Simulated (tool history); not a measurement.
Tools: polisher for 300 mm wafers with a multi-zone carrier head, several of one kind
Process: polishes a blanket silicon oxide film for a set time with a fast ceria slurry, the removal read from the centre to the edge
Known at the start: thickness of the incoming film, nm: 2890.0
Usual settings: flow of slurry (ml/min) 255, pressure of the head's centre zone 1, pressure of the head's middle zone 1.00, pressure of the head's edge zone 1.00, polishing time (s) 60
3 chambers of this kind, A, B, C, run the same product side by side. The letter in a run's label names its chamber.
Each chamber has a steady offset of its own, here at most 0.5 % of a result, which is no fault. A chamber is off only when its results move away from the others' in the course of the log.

| run | day | flow of slurry (ml/min) | pressure of the head's centre zone | pressure of the head's middle zone | pressure of the head's edge zone | polishing time (s) | wafers polished on this pad | hours since the slurry nozzle was cleaned | hours since the centre zone pressure was calibrated | hours since the edge zone pressure was calibrated | film removed at the wafer's centre (nm) | film removed at mid-radius (nm) | film removed at the wafer's edge (nm) |
|---|---|---|---|---|---|---|---|---|---|---|---|---|---|
| 1B | 0.133 | 255 | 1 | 1.00 | 1.00 | 60 | 218 | 65.7 | 943.8 | 49.7 | 710.59 | 684.54 | 707.80 |
| 2A | 0.238 | 255 | 1 | 1.00 | 1.00 | 60 | 1047 | 37.3 | 1149.5 | 146.4 | 698.46 | 698.63 | 694.30 |
| 3C | 0.362 | 255 | 1 | 1.00 | 1.00 | 60 | 108 | 123.1 | 209.8 | 171.0 | 684.81 | 687.47 | 696.79 |
| 4A | 0.533 | 255 | 1 | 1.00 | 1.00 | 60 | 1098 | 44.4 | 1156.6 | 153.5 | 705.91 | 723.45 | 695.23 |
| 5C | 0.658 | 255 | 1 | 1.00 | 1.00 | 60 | 159 | 130.2 | 216.9 | 178.1 | 682.07 | 693.17 | 700.92 |
| 6B | 0.846 | 255 | 1 | 1.00 | 1.00 | 60 | 342 | 82.8 | 960.9 | 66.8 | 702.08 | 701.15 | 700.48 |
| 7B | 1.021 | 255 | 1 | 1.00 | 1.00 | 60 | 373 | 87.0 | 965.1 | 71.0 | 694.73 | 680.58 | 700.50 |
| 8A | 1.200 | 255 | 1 | 1.00 | 1.00 | 60 | 1215 | 60.4 | 1172.6 | 169.5 | 709.90 | 714.31 | 698.41 |
| 9C | 1.312 | 255 | 1 | 1.00 | 1.00 | 60 | 273 | 145.9 | 232.6 | 193.8 | 695.73 | 685.94 | 703.90 |
|  | 1.442 | chamber A: worn pad replaced by a new one |
| 10C | 1.488 | 255 | 1 | 1.00 | 1.00 | 60 | 304 | 150.1 | 236.8 | 198.0 | 701.16 | 709.70 | 699.36 |
| 11A | 1.654 | 255 | 1 | 1.00 | 1.00 | 60 | 37 | 71.3 | 1183.5 | 180.4 | 699.86 | 704.45 | 713.49 |
| 12B | 1.804 | 255 | 1 | 1.00 | 1.00 | 60 | 509 | 105.8 | 983.9 | 89.8 | 702.55 | 707.83 | 684.43 |
| 13A | 2.025 | 300 | 1 | 1.00 | 1.07 | 60 | 102 | 80.2 | 1192.4 | 189.3 | 706.58 | 704.14 | 729.25 |
| 14C | 2.188 | 300 | 1 | 1.00 | 1.07 | 60 | 426 | 166.9 | 253.6 | 214.8 | 699.35 | 707.29 | 750.29 |
| 15B | 2.317 | 300 | 1 | 1.00 | 1.07 | 60 | 599 | 118.1 | 996.2 | 102.1 | 707.79 | 692.49 | 731.25 |
| 16B | 2.479 | 255 | 1 | 1.00 | 1.00 | 60 | 627 | 122.0 | 1000.1 | 106.0 | 697.22 | 697.49 | 702.06 |
|  | 2.546 | chamber A: centre zone pressure recalibrated |
|  | 2.679 | chamber C: worn pad replaced by a new one |
| 17A | 2.683 | 255 | 1 | 1.00 | 1.00 | 43 | 217 | 96.0 | 3.4 | 205.1 | 500.07 | 516.02 | 498.27 |
| 18C | 2.883 | 255 | 1 | 1.00 | 1.00 | 43 | 35 | 183.6 | 270.3 | 231.5 | 495.30 | 495.17 | 503.41 |
| 19C | 3.104 | 255 | 1 | 1.00 | 1.00 | 43 | 74 | 188.9 | 275.6 | 236.8 | 502.32 | 492.37 | 502.82 |
|  | 3.150 | chamber B: centre zone pressure recalibrated |
| 20A | 3.221 | 255 | 1 | 1.00 | 1.00 | 60 | 311 | 108.9 | 16.3 | 218.0 | 701.94 | 688.10 | 700.71 |
| 21B | 3.408 | 255 | 1 | 1.00 | 1.00 | 60 | 790 | 144.3 | 6.3 | 128.3 | 750.76 | 704.62 | 689.01 |
| 22A | 3.600 | 255 | 1 | 1.00 | 1.00 | 60 | 377 | 118.0 | 25.4 | 227.1 | 709.23 | 710.79 | 708.43 |
|  | 3.750 | chamber B: worn pad replaced by a new one |
| 23C | 3.800 | 255 | 1 | 1.00 | 1.00 | 60 | 195 | 205.6 | 292.3 | 253.5 | 688.03 | 700.62 | 705.94 |
| 24B | 4.012 | 255 | 1 | 0.92 | 1.00 | 48 | 46 | 158.8 | 20.8 | 142.8 | 599.06 | 521.01 | 569.52 |
| 25B | 4.162 | 255 | 1 | 0.92 | 1.00 | 48 | 72 | 162.4 | 24.4 | 146.4 | 596.15 | 512.13 | 560.85 |
| 26A | 4.371 | 255 | 1 | 0.92 | 1.00 | 48 | 512 | 136.5 | 43.9 | 245.6 | 557.13 | 531.50 | 558.38 |
| 27C | 4.588 | 255 | 1 | 1.00 | 1.00 | 60 | 333 | 224.5 | 311.2 | 272.4 | 694.13 | 702.30 | 696.11 |
| 28C | 4.808 | 215 | 1 | 1.00 | 1.00 | 60 | 372 | 229.8 | 316.5 | 277.7 | 673.61 | 681.07 | 685.58 |
| 29B | 4.921 | 215 | 1 | 1.00 | 1.00 | 60 | 204 | 180.6 | 42.6 | 164.6 | 730.56 | 673.22 | 684.95 |
| 30A | 5.021 | 215 | 1 | 1.00 | 1.00 | 60 | 625 | 152.1 | 59.5 | 261.2 | 675.24 | 697.92 | 691.86 |
| 31C | 5.150 | 255 | 1 | 1.00 | 1.00 | 60 | 431 | 238.0 | 324.7 | 285.9 | 691.31 | 704.59 | 690.45 |
| 32B | 5.354 | 255 | 1 | 1.00 | 1.00 | 60 | 280 | 191.0 | 53.0 | 175.0 | 741.90 | 687.78 | 689.66 |
| 33A | 5.521 | 255 | 1 | 1.00 | 1.00 | 60 | 713 | 164.1 | 71.5 | 273.2 | 698.40 | 710.89 | 680.93 |
| 34A | 5.733 | 255 | 1 | 1.00 | 1.00 | 60 | 750 | 169.2 | 76.6 | 278.3 | 702.16 | 704.28 | 700.68 |
| 35C | 5.900 | 255 | 1 | 1.00 | 1.00 | 60 | 562 | 256.0 | 342.7 | 303.9 | 692.79 | 682.25 | 695.44 |
|  | 5.962 | chamber C: worn pad replaced by a new one |
| 36B | 6.046 | 255 | 1 | 1.00 | 1.00 | 60 | 401 | 207.6 | 69.6 | 191.6 | 742.66 | 693.11 | 701.21 |
| 37C | 6.158 | 255 | 1 | 1.00 | 1.00 | 60 | 34 | 262.2 | 348.9 | 310.1 | 682.42 | 693.84 | 698.41 |
| 38B | 6.325 | 255 | 1 | 1.00 | 1.00 | 60 | 450 | 214.3 | 76.3 | 198.3 | 742.06 | 692.16 | 683.46 |

All 3 chambers run these settings next. Forecast each chamber's results:
| 39A | 6.488 | 290 | 1 | 1.00 | 1.00 | 60 |  |  |  |  | ? | ? | ? |
| 39B | 6.488 | 290 | 1 | 1.00 | 1.00 | 60 |  |  |  |  | ? | ? | ? |
| 39C | 6.488 | 290 | 1 | 1.00 | 1.00 | 60 |  |  |  |  | ? | ? | ? |

| run | film removed at the wafer's centre (nm) | film removed at mid-radius (nm) | film removed at the wafer's edge (nm) |
|---|---|---|---|
| 39A | 693.08 | 709.41 | 709.81 |
| 39B | 761.46 | 703.44 | 703.88 |
| 39C | 695.75 | 710.13 | 708.40 |
